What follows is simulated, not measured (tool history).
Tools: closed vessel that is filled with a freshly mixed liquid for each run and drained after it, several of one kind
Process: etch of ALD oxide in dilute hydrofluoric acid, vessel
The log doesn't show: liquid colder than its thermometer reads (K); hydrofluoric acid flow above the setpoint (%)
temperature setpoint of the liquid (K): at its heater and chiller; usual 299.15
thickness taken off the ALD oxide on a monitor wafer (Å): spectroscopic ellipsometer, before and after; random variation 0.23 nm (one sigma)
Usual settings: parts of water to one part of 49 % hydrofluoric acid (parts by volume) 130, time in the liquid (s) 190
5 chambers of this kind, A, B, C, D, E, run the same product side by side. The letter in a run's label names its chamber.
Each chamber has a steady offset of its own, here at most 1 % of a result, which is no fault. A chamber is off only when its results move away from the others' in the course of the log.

run	hour	temperature setpoint of the liquid (K)	parts of water to one part of 49 % hydrofluoric acid (parts by volume)	time in the liquid (s)	hours since the thermometer was replaced	hours since the hydrofluoric acid flow meter was replaced	read-back film thickness of the ALD oxide reference wafer, read on the same gauge (nm)	thickness taken off the ALD oxide on a monitor wafer (Å)
1E	10.5	299.15	130	190	1316.9	374.6	100.02	237.4
2D	21.2	299.15	130	190	2406.6	1012.1	99.967	234.8
3A	34.3	299.15	130	190	514.9	351.6	100.01	236.71
4B	50.5	299.15	130	190	1021.2	1937.1	100.01	235.85
5C	66.9	299.15	130	190	1593	188.2	99.988	234.99
6B	77.7	299.15	130	190	1048.4	1964.3	99.967	238.59
7A	93.3	299.15	130	190	573.9	410.6	99.987	235.53
8D	108.4	299.15	130	135	2493.8	1099.3	100.01	167.45
9C	123.2	299.15	130	135	1649.3	244.5	100.01	167.29
10E	138.1	299.15	130	135	1444.5	502.2	99.966	165.82
11C	152.4	299.15	130	135	1678.5	273.7	99.981	167.46
12B	162.4	299.15	130	135	1133.1	2049	100.04	168.45
13A	177.4	299.15	130	190	658	494.7	99.989	237.14
14E	185.8	299.15	130	295	1492.2	549.9	100.02	362.4
15D	197.3	299.15	130	295	2582.7	1188.2	99.991	365.29
# hour 205.9: chamber B: hydrofluoric acid flow meter replaced
16C	207.5	299.15	130	295	1733.6	328.8	99.989	361.03
17A	215.5	299.15	130	295	696.1	532.8	100	367.83
18D	230	299.15	130	295	2615.4	1220.9	100.03	365.16
19E	239.7	299.15	130	190	1546.1	603.8	100.04	235.99
20B	252.7	299.15	130	190	1223.4	46.8	100.02	231.71
21D	260.4	295.15	95	190	2645.8	1251.3	100.02	280.57
22E	269.3	295.15	95	190	1575.7	633.4	99.999	285.74
23A	278.6	295.15	95	190	759.2	595.9	99.983	290.16
# hour 279.6: chamber E: thermometer replaced
24B	285.8	295.15	95	190	1256.5	79.9	100.04	289.78
25C	295.4	295.15	95	190	1821.5	416.7	99.987	285.19
26C	306.2	299.15	130	190	1832.3	427.5	99.961	233.95
27D	315.4	299.15	130	190	2700.8	1306.3	100.02	235.6
28A	330.6	299.15	165	90	811.2	647.9	99.989	85.237
29B	341.2	299.15	165	90	1311.9	135.3	100.01	84.776
30E	350.4	299.15	165	90	70.9	714.5	100.02	85.298
31A	365.6	299.15	165	90	846.2	682.9	100.02	84.521
32B	373.3	299.15	165	90	1344	167.4	99.985	82.361
33E	388.8	299.15	130	190	109.3	752.9	99.965	242
34C	399.3	301.15	155	190	1925.4	520.6	99.983	205.95
35D	407.1	301.15	155	190	2792.5	1398	99.966	208.12
36D	415.6	301.15	155	190	2801	1406.5	99.984	206.03
37C	424.8	301.15	155	190	1950.9	546.1	100.01	205.09
38E	437.7	301.15	155	190	158.2	801.8	100.05	205.66
# hour 442.7: chamber D: thermometer replaced
39A	448.7	299.15	130	190	929.3	766	99.985	238.24
# hour 453.9: chamber D: hydrofluoric acid flow meter replaced
40B	463.9	299.15	130	190	1434.6	258	99.996	233.58
41D	477.4	299.15	130	190	34.8	23.5	100.02	236.86
42E	487.6	299.15	130	190	208.1	851.7	100.01	233.2
43A	500.7	299.15	130	190	981.3	818	100.01	236.34

Next, every chamber runs the same settings. What will each give?
44A	512.5	299.15	130	190				?
44B	512.5	299.15	130	190				?
44C	512.5	299.15	130	190				?
44D	512.5	299.15	130	190				?
44E	512.5	299.15	130	190				?

run	thickness taken off the ALD oxide on a monitor wafer (Å)
44A	238.66
44B	231.3
44C	237.57
44D	235.8
44E	234.16
